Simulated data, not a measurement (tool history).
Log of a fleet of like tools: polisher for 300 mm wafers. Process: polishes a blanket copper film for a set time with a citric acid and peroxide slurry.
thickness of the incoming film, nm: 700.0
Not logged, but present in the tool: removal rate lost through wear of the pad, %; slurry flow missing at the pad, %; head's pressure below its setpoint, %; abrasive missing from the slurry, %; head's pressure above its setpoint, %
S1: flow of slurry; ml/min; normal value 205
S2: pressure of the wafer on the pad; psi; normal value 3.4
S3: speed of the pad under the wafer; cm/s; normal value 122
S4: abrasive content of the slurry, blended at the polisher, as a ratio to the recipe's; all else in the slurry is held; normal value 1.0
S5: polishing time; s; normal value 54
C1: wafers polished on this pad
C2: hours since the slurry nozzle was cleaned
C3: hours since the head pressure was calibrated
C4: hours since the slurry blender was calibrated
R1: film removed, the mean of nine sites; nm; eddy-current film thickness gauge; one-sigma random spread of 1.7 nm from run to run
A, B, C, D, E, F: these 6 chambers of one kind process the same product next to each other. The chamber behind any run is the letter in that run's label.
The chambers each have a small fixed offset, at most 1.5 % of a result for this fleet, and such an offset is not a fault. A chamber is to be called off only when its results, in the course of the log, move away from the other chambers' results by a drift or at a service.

run,hour,S1,S2,S3,S4,S5,C1,C2,C3,C4,R1
1C,6.6,205,3.4,122,1.0,54,269,537.8,56.4,316.2,131.480
# hour 15.5: chamber A: worn pad replaced by a new one
2A,16.8,205,3.4,122,1.0,54,10,31.5,416.6,73.9,136.290
# hour 18.5: chamber C: slurry blender recalibrated
3E,22.1,205,3.4,122,1.0,54,315,280.9,268.5,55.1,138.080
4D,28.8,205,3.4,122,1.0,54,887,737.5,127.4,441.5,132.080
# hour 29.2: chamber F: worn pad replaced by a new one
# hour 32.1: chamber B: worn pad replaced by a new one
5B,36.0,205,3.4,122,1.0,54,31,146.8,73.0,116.5,136.560
6F,47.0,205,3.4,122,1.0,54,138,619.0,75.2,73.7,134.270
# hour 47.3: chamber A: slurry blender recalibrated
7F,56.3,205,3.4,122,1.0,54,211,628.3,84.5,83.0,131.500
# hour 61.6: chamber E: worn pad replaced by a new one
# hour 62.9: chamber E: slurry blender recalibrated
8D,66.9,205,3.4,122,1.0,54,1183,775.6,165.5,479.6,137.410
# hour 75.9: chamber A: head pressure recalibrated
9B,77.8,205,3.4,122,0.9,41,355,188.6,114.8,158.3,100.040
# hour 79.7: chamber D: worn pad replaced by a new one
# hour 83.0: chamber C: worn pad replaced by a new one
10C,86.0,205,3.4,122,0.9,41,23,617.2,135.8,67.6,98.832
# hour 93.4: chamber D: slurry blender recalibrated
# hour 93.7: chamber E: slurry nozzle cleaned
11A,96.7,205,3.4,122,0.9,41,630,111.4,20.8,49.5,98.345
# hour 98.4: chamber C: slurry nozzle cleaned
# hour 100.1: chamber B: worn pad replaced by a new one
12E,102.7,205,3.4,122,0.9,41,319,9.0,349.1,39.8,100.490
# hour 105.4: chamber F: worn pad replaced by a new one
# hour 108.9: chamber D: slurry nozzle cleaned
13D,112.8,205,3.4,122,0.9,41,257,4.0,211.4,19.5,97.951
14F,121.7,205,3.4,122,0.9,41,127,693.7,149.9,148.4,100.940
15E,127.9,205,3.4,122,1.0,54,515,34.2,374.3,65.0,133.530
# hour 131.6: chamber A: worn pad replaced by a new one
# hour 134.7: chamber E: worn pad replaced by a new one
16C,138.1,205,3.4,122,1.0,54,428,39.8,187.9,119.7,132.340
17A,148.6,205,3.4,122,1.0,54,132,163.3,72.7,101.4,132.440
# hour 154.2: chamber E: slurry blender recalibrated
# hour 157.8: chamber A: slurry blender recalibrated
18B,158.3,205,3.4,122,1.0,54,452,269.1,195.3,238.8,134.480
# hour 160.4: chamber F: slurry blender recalibrated
19B,168.7,205,3.4,122,1.0,54,533,279.5,205.7,249.2,135.140
# hour 174.4: chamber B: worn pad replaced by a new one
# hour 175.9: chamber C: worn pad replaced by a new one
20A,177.1,205,3.4,122,1.0,54,353,191.8,101.2,19.3,131.970
21C,182.8,205,3.4,122,1.0,54,53,84.5,232.6,164.4,133.930
22E,189.8,205,3.4,122,1.0,54,428,96.1,436.2,35.7,136.160
# hour 191.2: chamber F: worn pad replaced by a new one
# hour 197.0: chamber E: worn pad replaced by a new one
23D,198.0,205,3.4,122,1.0,54,919,89.2,296.6,104.7,135.440
24F,208.6,205,3.4,122,1.0,54,135,780.6,236.8,48.2,135.850
25E,216.8,205,3.4,122,1.0,54,153,123.1,463.2,62.7,135.030
# hour 220.0: chamber D: worn pad replaced by a new one
26A,227.6,205,3.4,122,1.0,54,745,242.3,151.7,69.8,132.470
# hour 235.1: chamber B: worn pad replaced by a new one
27B,237.2,205,3.4,122,1.0,54,16,348.0,274.2,317.7,137.200
# hour 244.0: chamber A: worn pad replaced by a new one
28D,246.7,205,3.4,122,1.0,54,207,137.9,345.3,153.4,135.670
29F,252.6,205,3.4,122,1.0,54,477,824.6,280.8,92.2,138.380
30C,259.7,205,3.4,122,1.0,54,651,161.4,309.5,241.3,129.310
# hour 261.6: chamber F: worn pad replaced by a new one
# hour 262.4: chamber E: slurry blender recalibrated
# hour 262.9: chamber C: worn pad replaced by a new one
# hour 264.9: chamber E: worn pad replaced by a new one
31E,269.8,205,3.4,122,1.0,54,38,176.1,516.2,7.4,136.040
32D,280.7,205,3.4,122,1.0,54,471,171.9,379.3,187.4,138.040
33C,291.3,205,3.4,122,1.0,54,220,193.0,341.1,272.9,132.780
# hour 293.5: chamber A: slurry blender recalibrated
34F,298.2,205,3.4,122,1.0,54,284,870.2,326.4,137.8,130.860
35B,306.0,205,3.4,122,1.0,54,551,416.8,343.0,386.5,135.580
36A,315.3,205,3.4,122,1.0,54,553,330.0,239.4,21.8,134.010
# hour 317.7: chamber F: slurry nozzle cleaned
37F,321.3,205,3.4,122,1.0,54,464,3.7,349.5,160.9,135.240
38D,326.6,265,3.4,122,1.0,36,828,217.8,425.2,233.3,91.866
# hour 331.4: chamber E: worn pad replaced by a new one
39A,335.4,265,3.4,122,1.0,36,709,350.1,259.5,41.9,93.511
40E,344.3,265,3.4,122,1.0,36,100,250.6,590.7,81.9,90.839
41C,351.3,265,3.4,122,1.0,36,686,253.0,401.1,332.9,90.703

All chambers now run identical settings, listed one chamber a line with results as question marks. What results will each chamber show?
42A,359.4,205,3.4,122,1.3,54,,,,,?
42B,359.4,205,3.4,122,1.3,54,,,,,?
42C,359.4,205,3.4,122,1.3,54,,,,,?
42D,359.4,205,3.4,122,1.3,54,,,,,?
42E,359.4,205,3.4,122,1.3,54,,,,,?
42F,359.4,205,3.4,122,1.3,54,,,,,?

run,R1
42A,137.520
42B,143.850
42C,144.780
42D,141.830
42E,143.320
42F,144.260
